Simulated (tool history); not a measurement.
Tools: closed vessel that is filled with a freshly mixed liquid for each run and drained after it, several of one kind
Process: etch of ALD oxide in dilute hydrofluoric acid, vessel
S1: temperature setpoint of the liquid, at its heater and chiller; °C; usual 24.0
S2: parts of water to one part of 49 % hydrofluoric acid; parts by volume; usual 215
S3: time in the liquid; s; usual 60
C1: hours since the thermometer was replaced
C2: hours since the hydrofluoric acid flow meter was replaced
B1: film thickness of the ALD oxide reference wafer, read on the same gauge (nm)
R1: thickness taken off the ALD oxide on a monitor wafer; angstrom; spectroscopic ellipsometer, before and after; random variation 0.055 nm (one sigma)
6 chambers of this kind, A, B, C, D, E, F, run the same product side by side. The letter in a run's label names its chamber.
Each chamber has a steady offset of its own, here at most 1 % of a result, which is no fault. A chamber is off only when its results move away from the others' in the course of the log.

{"run": "1B", "hour": 6.3, "S1": 24.0, "S2": 215, "S3": 60, "C1": 197.7, "C2": 274.4, "B1": 109.98, "R1": 80.228}
{"run": "2F", "hour": 11.6, "S1": 24.0, "S2": 215, "S3": 60, "C1": 220.0, "C2": 479.2, "B1": 109.99, "R1": 80.32}
{"run": "3E", "hour": 15.7, "S1": 24.0, "S2": 215, "S3": 60, "C1": 738.1, "C2": 398.7, "B1": 110.0, "R1": 80.101}
{"run": "4D", "hour": 19.2, "S1": 24.0, "S2": 215, "S3": 60, "C1": 1102.8, "C2": 235.0, "B1": 110.02, "R1": 79.151}
{"run": "5C", "hour": 24.6, "S1": 24.0, "S2": 215, "S3": 60, "C1": 143.1, "C2": 409.9, "B1": 110.0, "R1": 80.037}
{"run": "6A", "hour": 28.2, "S1": 24.0, "S2": 215, "S3": 60, "C1": 1289.4, "C2": 601.1, "B1": 109.97, "R1": 80.061}
{"run": "7D", "hour": 33.9, "S1": 24.0, "S2": 215, "S3": 60, "C1": 1117.5, "C2": 249.7, "B1": 110.02, "R1": 78.426}
{"run": "8B", "hour": 39.1, "S1": 24.0, "S2": 215, "S3": 60, "C1": 230.5, "C2": 307.2, "B1": 110.0, "R1": 79.863}
{"hour": 41.9, "done": "chamber C: hydrofluoric acid flow meter replaced"}
{"run": "9A", "hour": 42.2, "S1": 24.0, "S2": 215, "S3": 60, "C1": 1303.4, "C2": 615.1, "B1": 109.99, "R1": 80.534}
{"hour": 44.1, "done": "chamber A: hydrofluoric acid flow meter replaced"}
{"run": "10C", "hour": 46.2, "S1": 24.0, "S2": 215, "S3": 60, "C1": 164.7, "C2": 4.4, "B1": 109.97, "R1": 81.064}
{"run": "11E", "hour": 52.8, "S1": 26.5, "S2": 215, "S3": 60, "C1": 775.2, "C2": 435.8, "B1": 109.98, "R1": 87.828}
{"run": "12F", "hour": 59.3, "S1": 26.5, "S2": 215, "S3": 60, "C1": 267.7, "C2": 526.9, "B1": 110.0, "R1": 87.461}
{"run": "13F", "hour": 63.1, "S1": 26.5, "S2": 215, "S3": 60, "C1": 271.5, "C2": 530.7, "B1": 109.97, "R1": 87.887}
{"run": "14B", "hour": 67.2, "S1": 26.5, "S2": 215, "S3": 60, "C1": 258.6, "C2": 335.3, "B1": 110.03, "R1": 86.969}
{"run": "15D", "hour": 71.9, "S1": 26.5, "S2": 215, "S3": 60, "C1": 1155.5, "C2": 287.7, "B1": 110.0, "R1": 87.308}
{"run": "16E", "hour": 78.1, "S1": 26.5, "S2": 215, "S3": 60, "C1": 800.5, "C2": 461.1, "B1": 110.0, "R1": 87.304}
{"run": "17C", "hour": 82.5, "S1": 24.0, "S2": 215, "S3": 60, "C1": 201.0, "C2": 40.7, "B1": 110.0, "R1": 80.449}
{"run": "18A", "hour": 85.4, "S1": 24.0, "S2": 215, "S3": 60, "C1": 1346.6, "C2": 41.4, "B1": 110.0, "R1": 79.528}
{"run": "19A", "hour": 89.1, "S1": 24.0, "S2": 215, "S3": 60, "C1": 1350.3, "C2": 45.1, "B1": 110.01, "R1": 79.762}
{"run": "20E", "hour": 93.1, "S1": 24.0, "S2": 215, "S3": 60, "C1": 815.5, "C2": 476.1, "B1": 110.04, "R1": 78.834}
{"run": "21D", "hour": 96.1, "S1": 24.0, "S2": 215, "S3": 60, "C1": 1179.7, "C2": 311.9, "B1": 110.0, "R1": 79.491}
{"run": "22C", "hour": 100.2, "S1": 24.0, "S2": 215, "S3": 60, "C1": 218.7, "C2": 58.4, "B1": 109.98, "R1": 81.528}
{"run": "23F", "hour": 106.7, "S1": 24.0, "S2": 215, "S3": 60, "C1": 315.1, "C2": 574.3, "B1": 110.0, "R1": 80.092}
{"run": "24B", "hour": 112.2, "S1": 24.0, "S2": 215, "S3": 60, "C1": 303.6, "C2": 380.3, "B1": 110.0, "R1": 79.575}
{"run": "25D", "hour": 115.1, "S1": 24.0, "S2": 215, "S3": 60, "C1": 1198.7, "C2": 330.9, "B1": 110.01, "R1": 78.529}
{"run": "26C", "hour": 119.1, "S1": 24.0, "S2": 215, "S3": 60, "C1": 237.6, "C2": 77.3, "B1": 109.97, "R1": 80.629}
{"run": "27E", "hour": 122.7, "S1": 24.0, "S2": 215, "S3": 60, "C1": 845.1, "C2": 505.7, "B1": 110.0, "R1": 80.083}
{"run": "28A", "hour": 126.6, "S1": 24.0, "S2": 215, "S3": 60, "C1": 1387.8, "C2": 82.6, "B1": 110.01, "R1": 77.836}
{"run": "29B", "hour": 130.5, "S1": 24.0, "S2": 215, "S3": 60, "C1": 321.9, "C2": 398.6, "B1": 110.03, "R1": 80.322}
{"hour": 132.3, "done": "chamber D: thermometer replaced"}
{"run": "30F", "hour": 135.8, "S1": 20.5, "S2": 215, "S3": 80, "C1": 344.2, "C2": 603.4, "B1": 110.01, "R1": 93.372}
{"run": "31F", "hour": 140.4, "S1": 20.5, "S2": 215, "S3": 80, "C1": 348.8, "C2": 608.0, "B1": 110.02, "R1": 93.979}
{"run": "32D", "hour": 145.9, "S1": 20.5, "S2": 215, "S3": 80, "C1": 13.7, "C2": 361.7, "B1": 109.98, "R1": 94.099}
{"run": "33C", "hour": 152.4, "S1": 20.5, "S2": 215, "S3": 80, "C1": 270.9, "C2": 110.6, "B1": 109.99, "R1": 94.493}
{"run": "34A", "hour": 158.0, "S1": 20.5, "S2": 215, "S3": 80, "C1": 1419.2, "C2": 114.0, "B1": 110.0, "R1": 87.912}
{"hour": 161.9, "done": "chamber E: hydrofluoric acid flow meter replaced"}
{"run": "35E", "hour": 163.1, "S1": 20.5, "S2": 215, "S3": 80, "C1": 885.5, "C2": 1.2, "B1": 110.01, "R1": 93.305}
{"run": "36B", "hour": 166.4, "S1": 24.0, "S2": 215, "S3": 60, "C1": 357.8, "C2": 434.5, "B1": 110.02, "R1": 79.099}
{"run": "37A", "hour": 172.8, "S1": 24.0, "S2": 215, "S3": 60, "C1": 1434.0, "C2": 128.8, "B1": 110.0, "R1": 74.942}
{"run": "38D", "hour": 178.8, "S1": 24.0, "S2": 215, "S3": 60, "C1": 46.6, "C2": 394.6, "B1": 110.03, "R1": 79.525}
{"run": "39E", "hour": 181.9, "S1": 24.0, "S2": 215, "S3": 60, "C1": 904.3, "C2": 20.0, "B1": 109.98, "R1": 79.219}
{"run": "40F", "hour": 187.2, "S1": 24.0, "S2": 215, "S3": 60, "C1": 395.6, "C2": 654.8, "B1": 110.0, "R1": 80.643}
{"run": "41C", "hour": 192.8, "S1": 24.0, "S2": 215, "S3": 60, "C1": 311.3, "C2": 151.0, "B1": 109.96, "R1": 80.283}
{"run": "42B", "hour": 198.5, "S1": 24.0, "S2": 215, "S3": 60, "C1": 389.9, "C2": 466.6, "B1": 110.01, "R1": 79.959}
{"run": "43F", "hour": 203.2, "S1": 24.0, "S2": 215, "S3": 60, "C1": 411.6, "C2": 670.8, "B1": 109.99, "R1": 80.845}

What goes on in this fleet: one chamber off, a drifting gauge, or nothing beyond the chambers' own small offsets? Name the chamber and the cause, if any.

Chamber A drifts away from the others.
Cause: liquid colder than its thermometer reads (K) = 2.48.
The log may not tell that from: hydrofluoric acid flow below the setpoint (%).

Here are 4 candidates for chamber A's next run, each the usual settings with a change, their results left as question marks. Which one brings its results back in line with what the others give on the usual settings?
In line means no further than this from the other chambers' mean on the usual settings: R1 1.900 angstrom
{"run": "44A-1", "hour": 207.9, "S1": 24.0, "S2": 220, "S3": 60, "R1": "?"}
{"run": "44A-2", "hour": 207.9, "S1": 24.5, "S2": 215, "S3": 65, "R1": "?"}
{"run": "44A-3", "hour": 207.9, "S1": 24.0, "S2": 230, "S3": 60, "R1": "?"}
{"run": "44A-4", "hour": 207.9, "S1": 24.0, "S2": 210, "S3": 60, "R1": "?"}

The other chambers' mean on the usual settings: R1 79.981 angstrom
run=44A-1 R1=71.247
run=44A-2 R1=80.935
run=44A-3 R1=67.436
run=44A-4 R1=75.441
44A-2 brings the chamber back in line.
